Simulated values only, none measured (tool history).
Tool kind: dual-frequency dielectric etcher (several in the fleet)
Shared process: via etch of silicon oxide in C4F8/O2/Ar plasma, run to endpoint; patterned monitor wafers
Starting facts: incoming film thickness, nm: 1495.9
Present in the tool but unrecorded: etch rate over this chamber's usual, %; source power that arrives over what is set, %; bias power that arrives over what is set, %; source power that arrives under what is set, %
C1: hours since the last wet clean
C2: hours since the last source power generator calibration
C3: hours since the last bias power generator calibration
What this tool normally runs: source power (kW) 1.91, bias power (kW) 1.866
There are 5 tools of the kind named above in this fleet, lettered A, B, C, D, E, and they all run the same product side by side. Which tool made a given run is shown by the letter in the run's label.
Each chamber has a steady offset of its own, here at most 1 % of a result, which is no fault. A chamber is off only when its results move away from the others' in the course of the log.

Run 1A, day 0.242: usual settings; C1 298.4; C2 2748; C3 1855.9. Result: endpoint time (s) 304.63.
At day 0.333: chamber B: wet clean of the chamber.
Run 2B, day 0.746: usual settings; C1 9.9; C2 463.1; C3 2344.4. Result: endpoint time (s) 305.55.
Run 3C, day 1.104: usual settings; C1 374.7; C2 1529.1; C3 2440. Result: endpoint time (s) 305.97.
Run 4D, day 1.579: usual settings; C1 139.1; C2 2789.8; C3 123. Result: endpoint time (s) 307.87.
At day 1.746: chamber D: source power generator calibrated.
Run 5E, day 2.092: usual settings; C1 68.1; C2 1300.4; C3 1293.6. Result: endpoint time (s) 304.89.
Run 6C, day 2.425: usual settings; C1 406.4; C2 1560.8; C3 2471.7. Result: endpoint time (s) 310.02.
At day 2.638: chamber C: wet clean of the chamber.
Run 7E, day 2.846: usual settings; C1 86.2; C2 1318.5; C3 1311.7. Result: endpoint time (s) 308.6.
Run 8B, day 3.35: usual settings but source power (kW) 2.13, bias power (kW) 2.049; C1 72.4; C2 525.6; C3 2406.9. Result: endpoint time (s) 284.41.
Run 9D, day 3.779: usual settings but source power (kW) 2.13, bias power (kW) 2.049; C1 191.9; C2 48.9; C3 175.8. Result: endpoint time (s) 285.94.
Run 10A, day 4.246: usual settings but source power (kW) 2.13, bias power (kW) 2.049; C1 394.5; C2 2844.1; C3 1952. Result: endpoint time (s) 282.04.
At day 4.596: chamber A: bias power generator calibrated.
Run 11A, day 4.612: usual settings but source power (kW) 2.13, bias power (kW) 2.049; C1 403.3; C2 2852.9; C3 0.5. Result: endpoint time (s) 284.51.
Run 12D, day 5.054: usual settings but source power (kW) 2.13, bias power (kW) 2.049; C1 222.5; C2 79.5; C3 206.4. Result: endpoint time (s) 287.97.
Run 13B, day 5.362: usual settings; C1 120.7; C2 573.9; C3 2455.2. Result: endpoint time (s) 306.24.
Run 14C, day 5.858: usual settings; C1 77.4; C2 1643.2; C3 2554.1. Result: endpoint time (s) 309.8.
Run 15E, day 6.221: usual settings; C1 167.2; C2 1399.5; C3 1392.7. Result: endpoint time (s) 306.1.
Run 16A, day 6.467: usual settings; C1 447.8; C2 2897.4; C3 45. Result: endpoint time (s) 305.89.
Run 17B, day 6.925: usual settings; C1 158.2; C2 611.4; C3 2492.7. Result: endpoint time (s) 305.94.
Run 18E, day 7.404: usual settings; C1 195.6; C2 1427.9; C3 1421.1. Result: endpoint time (s) 306.54.
Run 19D, day 7.712: usual settings; C1 286.3; C2 143.3; C3 270.2. Result: endpoint time (s) 307.79.
At day 7.929: chamber A: source power generator calibrated.
Run 20C, day 8.125: usual settings; C1 131.8; C2 1697.6; C3 2608.5. Result: endpoint time (s) 309.02.
At day 8.283: chamber A: wet clean of the chamber.
Run 21B, day 8.508: usual settings but source power (kW) 1.52, bias power (kW) 2.233; C1 196.2; C2 649.4; C3 2530.7. Result: endpoint time (s) 320.01.
Run 22D, day 8.854: usual settings but source power (kW) 1.52, bias power (kW) 2.233; C1 313.7; C2 170.7; C3 297.6. Result: endpoint time (s) 319.12.
Run 23C, day 9.25: usual settings but source power (kW) 1.52, bias power (kW) 2.233; C1 158.8; C2 1724.6; C3 2635.5. Result: endpoint time (s) 323.34.
Run 24A, day 9.508: usual settings but source power (kW) 1.52, bias power (kW) 2.233; C1 29.4; C2 37.9; C3 118. Result: endpoint time (s) 309.29.
Run 25E, day 9.983: usual settings but source power (kW) 1.52, bias power (kW) 2.233; C1 257.5; C2 1489.8; C3 1483. Result: endpoint time (s) 320.1.
Run 26C, day 10.438: usual settings but source power (kW) 1.75, bias power (kW) 2.163; C1 187.3; C2 1753.1; C3 2664. Result: endpoint time (s) 306.45.
Run 27E, day 10.975: usual settings but source power (kW) 1.75, bias power (kW) 2.163; C1 281.3; C2 1513.6; C3 1506.8. Result: endpoint time (s) 304.49.
Run 28A, day 11.308: usual settings but source power (kW) 1.75, bias power (kW) 2.163; C1 72.6; C2 81.1; C3 161.2. Result: endpoint time (s) 296.83.
Run 29D, day 11.583: usual settings but source power (kW) 1.75, bias power (kW) 2.163; C1 379.2; C2 236.2; C3 363.1. Result: endpoint time (s) 305.46.
Run 30B, day 12.117: usual settings but source power (kW) 1.75, bias power (kW) 2.163; C1 282.8; C2 736; C3 2617.3. Result: endpoint time (s) 303.9.
Run 31C, day 12.588: usual settings; C1 238.9; C2 1804.7; C3 2715.6. Result: endpoint time (s) 309.87.
Run 32A, day 13: usual settings; C1 113.2; C2 121.7; C3 201.8. Result: endpoint time (s) 297.23.
Run 33E, day 13.467: usual settings; C1 341.1; C2 1573.4; C3 1566.6. Result: endpoint time (s) 306.54.
Run 34D, day 13.858: usual settings; C1 433.8; C2 290.8; C3 417.7. Result: endpoint time (s) 305.22.

What goes on in this fleet: one chamber off, a drifting gauge, or nothing beyond the chambers' own small offsets? Name the chamber and the cause, if any.

Chamber A has stood off from the others ever since a service on it.
Cause: etch rate over this chamber's usual, % = 2.15.
The log might look much the same if the cause were instead: source power that arrives over what is set, %.

Chamber A could run next with any of the 4 candidate recipes listed below; each alters the usual settings, and their results appear as question marks. Which one brings its results back in line with what the other chambers deliver on the usual settings?
Maximum distance from the other chambers' mean on the usual settings for a result to count as in line: endpoint time (s) 3.9
Run 35A-1, day 14.246: usual settings but source power (kW) 2.08, bias power (kW) 1.982. Result: endpoint time (s) ?.
Run 35A-2, day 14.246: usual settings but source power (kW) 2.05. Result: endpoint time (s) ?.
Run 35A-3, day 14.246: usual settings but source power (kW) 1.81, bias power (kW) 1.8. Result: endpoint time (s) ?.
Run 35A-4, day 14.246: usual settings but source power (kW) 1.74, bias power (kW) 1.75. Result: endpoint time (s) ?.

Other chambers, usual settings, mean: endpoint time (s) 307.24
  run  endpoint time (s)
35A-1             283.58
35A-2             290.06
35A-3             307.76
35A-4             315.04
35A-3 is the one that brings the chamber's results back in line with the other chambers.
